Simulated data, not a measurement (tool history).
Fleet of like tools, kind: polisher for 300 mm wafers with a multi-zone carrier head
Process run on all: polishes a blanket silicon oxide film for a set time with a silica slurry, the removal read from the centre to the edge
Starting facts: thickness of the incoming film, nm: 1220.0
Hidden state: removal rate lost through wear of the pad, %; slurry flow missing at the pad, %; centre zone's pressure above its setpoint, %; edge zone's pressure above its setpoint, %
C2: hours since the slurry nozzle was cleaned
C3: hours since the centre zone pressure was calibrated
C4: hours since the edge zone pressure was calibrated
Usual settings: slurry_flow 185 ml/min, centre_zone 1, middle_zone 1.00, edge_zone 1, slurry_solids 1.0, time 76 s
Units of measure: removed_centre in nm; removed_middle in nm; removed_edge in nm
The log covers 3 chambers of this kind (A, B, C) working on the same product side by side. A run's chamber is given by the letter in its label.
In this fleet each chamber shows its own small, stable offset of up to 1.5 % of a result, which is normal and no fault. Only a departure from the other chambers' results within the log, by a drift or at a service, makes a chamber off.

{"run": "1A", "hour": 12.3, "slurry_flow": 185, "centre_zone": 1, "middle_zone": 1.0, "edge_zone": 1, "slurry_solids": 1.0, "time": 76, "wafers polished on this pad": 394, "C2": 93.1, "C3": 110.9, "C4": 373.5, "removed_centre": 203.55, "removed_middle": 204.26, "removed_edge": 203.32}
{"run": "2C", "hour": 22.1, "slurry_flow": 185, "centre_zone": 1, "middle_zone": 1.0, "edge_zone": 1, "slurry_solids": 1.0, "time": 76, "wafers polished on this pad": 1166, "C2": 82.1, "C3": 179.2, "C4": 239.5, "removed_centre": 201.3, "removed_middle": 204.07, "removed_edge": 204.41}
{"hour": 32.6, "done": "chamber C: worn pad replaced by a new one"}
{"run": "3B", "hour": 36.8, "slurry_flow": 185, "centre_zone": 1, "middle_zone": 1.0, "edge_zone": 1, "slurry_solids": 1.0, "time": 76, "wafers polished on this pad": 311, "C2": 161.1, "C3": 898.9, "C4": 178.6, "removed_centre": 204.06, "removed_middle": 199.5, "removed_edge": 204.32}
{"run": "4B", "hour": 45.5, "slurry_flow": 185, "centre_zone": 1, "middle_zone": 1.0, "edge_zone": 1, "slurry_solids": 1.0, "time": 76, "wafers polished on this pad": 376, "C2": 169.8, "C3": 907.6, "C4": 187.3, "removed_centre": 201.76, "removed_middle": 202.12, "removed_edge": 203.95}
{"run": "5A", "hour": 58.2, "slurry_flow": 185, "centre_zone": 1, "middle_zone": 1.0, "edge_zone": 1, "slurry_solids": 1.0, "time": 76, "wafers polished on this pad": 735, "C2": 139.0, "C3": 156.8, "C4": 419.4, "removed_centre": 204.72, "removed_middle": 205.74, "removed_edge": 202.12}
{"run": "6C", "hour": 68.7, "slurry_flow": 185, "centre_zone": 1, "middle_zone": 1.0, "edge_zone": 1, "slurry_solids": 1.0, "time": 76, "wafers polished on this pad": 268, "C2": 128.7, "C3": 225.8, "C4": 286.1, "removed_centre": 202.62, "removed_middle": 205.02, "removed_edge": 205.46}
{"run": "7B", "hour": 76.9, "slurry_flow": 185, "centre_zone": 1, "middle_zone": 1.0, "edge_zone": 1, "slurry_solids": 1.0, "time": 76, "wafers polished on this pad": 609, "C2": 201.2, "C3": 939.0, "C4": 218.7, "removed_centre": 202.94, "removed_middle": 200.19, "removed_edge": 204.2}
{"run": "8A", "hour": 86.6, "slurry_flow": 185, "centre_zone": 1, "middle_zone": 1.0, "edge_zone": 1, "slurry_solids": 1.0, "time": 76, "wafers polished on this pad": 946, "C2": 167.4, "C3": 185.2, "C4": 447.8, "removed_centre": 202.13, "removed_middle": 206.19, "removed_edge": 204.37}
{"hour": 90.7, "done": "chamber B: centre zone pressure recalibrated"}
{"run": "9C", "hour": 97.1, "slurry_flow": 185, "centre_zone": 1, "middle_zone": 1.0, "edge_zone": 1, "slurry_solids": 1.0, "time": 76, "wafers polished on this pad": 479, "C2": 157.1, "C3": 254.2, "C4": 314.5, "removed_centre": 200.06, "removed_middle": 205.15, "removed_edge": 202.13}
{"hour": 100.1, "done": "chamber B: slurry nozzle cleaned"}
{"run": "10A", "hour": 103.8, "slurry_flow": 185, "centre_zone": 1, "middle_zone": 1.0, "edge_zone": 1, "slurry_solids": 1.0, "time": 76, "wafers polished on this pad": 1073, "C2": 184.6, "C3": 202.4, "C4": 465.0, "removed_centre": 205.02, "removed_middle": 206.5, "removed_edge": 201.81}
{"run": "11C", "hour": 111.0, "slurry_flow": 210, "centre_zone": 1, "middle_zone": 1.0, "edge_zone": 1, "slurry_solids": 1.0, "time": 76, "wafers polished on this pad": 582, "C2": 171.0, "C3": 268.1, "C4": 328.4, "removed_centre": 205.21, "removed_middle": 206.43, "removed_edge": 209.12}
{"run": "12B", "hour": 119.4, "slurry_flow": 210, "centre_zone": 1, "middle_zone": 1.0, "edge_zone": 1, "slurry_solids": 1.0, "time": 76, "wafers polished on this pad": 924, "C2": 19.3, "C3": 28.7, "C4": 261.2, "removed_centre": 228.56, "removed_middle": 205.91, "removed_edge": 208.29}
{"run": "13C", "hour": 126.7, "slurry_flow": 210, "centre_zone": 1, "middle_zone": 1.0, "edge_zone": 1, "slurry_solids": 1.0, "time": 76, "wafers polished on this pad": 698, "C2": 186.7, "C3": 283.8, "C4": 344.1, "removed_centre": 206.13, "removed_middle": 209.18, "removed_edge": 207.87}
{"run": "14A", "hour": 133.4, "slurry_flow": 185, "centre_zone": 1, "middle_zone": 1.0, "edge_zone": 1, "slurry_solids": 1.0, "time": 76, "wafers polished on this pad": 1293, "C2": 214.2, "C3": 232.0, "C4": 494.6, "removed_centre": 203.71, "removed_middle": 203.07, "removed_edge": 202.05}
{"run": "15B", "hour": 140.2, "slurry_flow": 185, "centre_zone": 1, "middle_zone": 1.0, "edge_zone": 1, "slurry_solids": 1.0, "time": 76, "wafers polished on this pad": 1079, "C2": 40.1, "C3": 49.5, "C4": 282.0, "removed_centre": 222.86, "removed_middle": 201.62, "removed_edge": 204.92}
{"run": "16A", "hour": 150.8, "slurry_flow": 185, "centre_zone": 1, "middle_zone": 1.0, "edge_zone": 1, "slurry_solids": 1.0, "time": 76, "wafers polished on this pad": 1422, "C2": 231.6, "C3": 249.4, "C4": 512.0, "removed_centre": 203.36, "removed_middle": 205.21, "removed_edge": 203.67}
{"run": "17B", "hour": 158.6, "slurry_flow": 185, "centre_zone": 1, "middle_zone": 1.0, "edge_zone": 1, "slurry_solids": 1.0, "time": 76, "wafers polished on this pad": 1215, "C2": 58.5, "C3": 67.9, "C4": 300.4, "removed_centre": 224.13, "removed_middle": 203.8, "removed_edge": 205.2}
{"hour": 163.6, "done": "chamber A: worn pad replaced by a new one"}
{"run": "18C", "hour": 170.7, "slurry_flow": 185, "centre_zone": 1, "middle_zone": 1.0, "edge_zone": 1, "slurry_solids": 1.0, "time": 76, "wafers polished on this pad": 1025, "C2": 230.7, "C3": 327.8, "C4": 388.1, "removed_centre": 201.08, "removed_middle": 203.58, "removed_edge": 206.87}
{"hour": 179.3, "done": "chamber B: worn pad replaced by a new one"}
{"run": "19B", "hour": 179.6, "slurry_flow": 185, "centre_zone": 1, "middle_zone": 1.0, "edge_zone": 1, "slurry_solids": 1.0, "time": 76, "wafers polished on this pad": 2, "C2": 79.5, "C3": 88.9, "C4": 321.4, "removed_centre": 221.57, "removed_middle": 200.42, "removed_edge": 203.09}
{"hour": 188.6, "done": "chamber A: slurry nozzle cleaned"}
{"run": "20A", "hour": 194.1, "slurry_flow": 185, "centre_zone": 1, "middle_zone": 1.0, "edge_zone": 1, "slurry_solids": 1.0, "time": 76, "wafers polished on this pad": 226, "C2": 5.6, "C3": 292.7, "C4": 555.3, "removed_centre": 203.58, "removed_middle": 202.62, "removed_edge": 202.12}
{"run": "21C", "hour": 204.7, "slurry_flow": 185, "centre_zone": 1, "middle_zone": 0.91, "edge_zone": 1, "slurry_solids": 1.0, "time": 93, "wafers polished on this pad": 1277, "C2": 264.7, "C3": 361.8, "C4": 422.1, "removed_centre": 244.89, "removed_middle": 227.99, "removed_edge": 247.2}

Read the log: is a single chamber off, either drifting away or since a service, is the gauge that measures every chamber drifting, or is nothing wrong beyond small per-chamber offsets? Name any odd chamber and what most likely caused it.

Chamber B has stood off from the others ever since a service on it.
Cause: centre zone's pressure above its setpoint, % = 9.38.

Which of the 4 candidates below, each the usual settings with something changed and its results left as question marks, puts chamber B back in line with what the other chambers give on the usual settings?
A result is in line if it is within this distance of the other chambers' mean on the usual settings: removed_centre 5.80 nm; removed_middle 5.50 nm; removed_edge 5.10 nm
{"run": "22B-1", "hour": 215.5, "slurry_flow": 180, "centre_zone": 0.93, "middle_zone": 1.02, "edge_zone": 1.02, "slurry_solids": 1.0, "time": 75, "removed_centre": "?", "removed_middle": "?", "removed_edge": "?"}
{"run": "22B-2", "hour": 215.5, "slurry_flow": 190, "centre_zone": 1.08, "middle_zone": 0.97, "edge_zone": 0.98, "slurry_solids": 1.0, "time": 77, "removed_centre": "?", "removed_middle": "?", "removed_edge": "?"}
{"run": "22B-3", "hour": 215.5, "slurry_flow": 175, "centre_zone": 0.85, "middle_zone": 1.05, "edge_zone": 1.04, "slurry_solids": 1.0, "time": 75, "removed_centre": "?", "removed_middle": "?", "removed_edge": "?"}
{"run": "22B-4", "hour": 215.5, "slurry_flow": 195, "centre_zone": 1.17, "middle_zone": 0.95, "edge_zone": 0.95, "slurry_solids": 1.0, "time": 78, "removed_centre": "?", "removed_middle": "?", "removed_edge": "?"}

On the usual settings, the other chambers give on average: removed_centre 202.25 nm; removed_middle 204.82 nm; removed_edge 203.50 nm
run=22B-1 removed_centre=201.32 removed_middle=204.22 removed_edge=202.41
run=22B-2 removed_centre=245.87 removed_middle=201.87 removed_edge=204.93
run=22B-3 removed_centre=181.23 removed_middle=208.80 removed_edge=203.73
run=22B-4 removed_centre=272.87 removed_middle=201.37 removed_edge=204.94
It is 22B-1 that realigns the chamber with its peers.
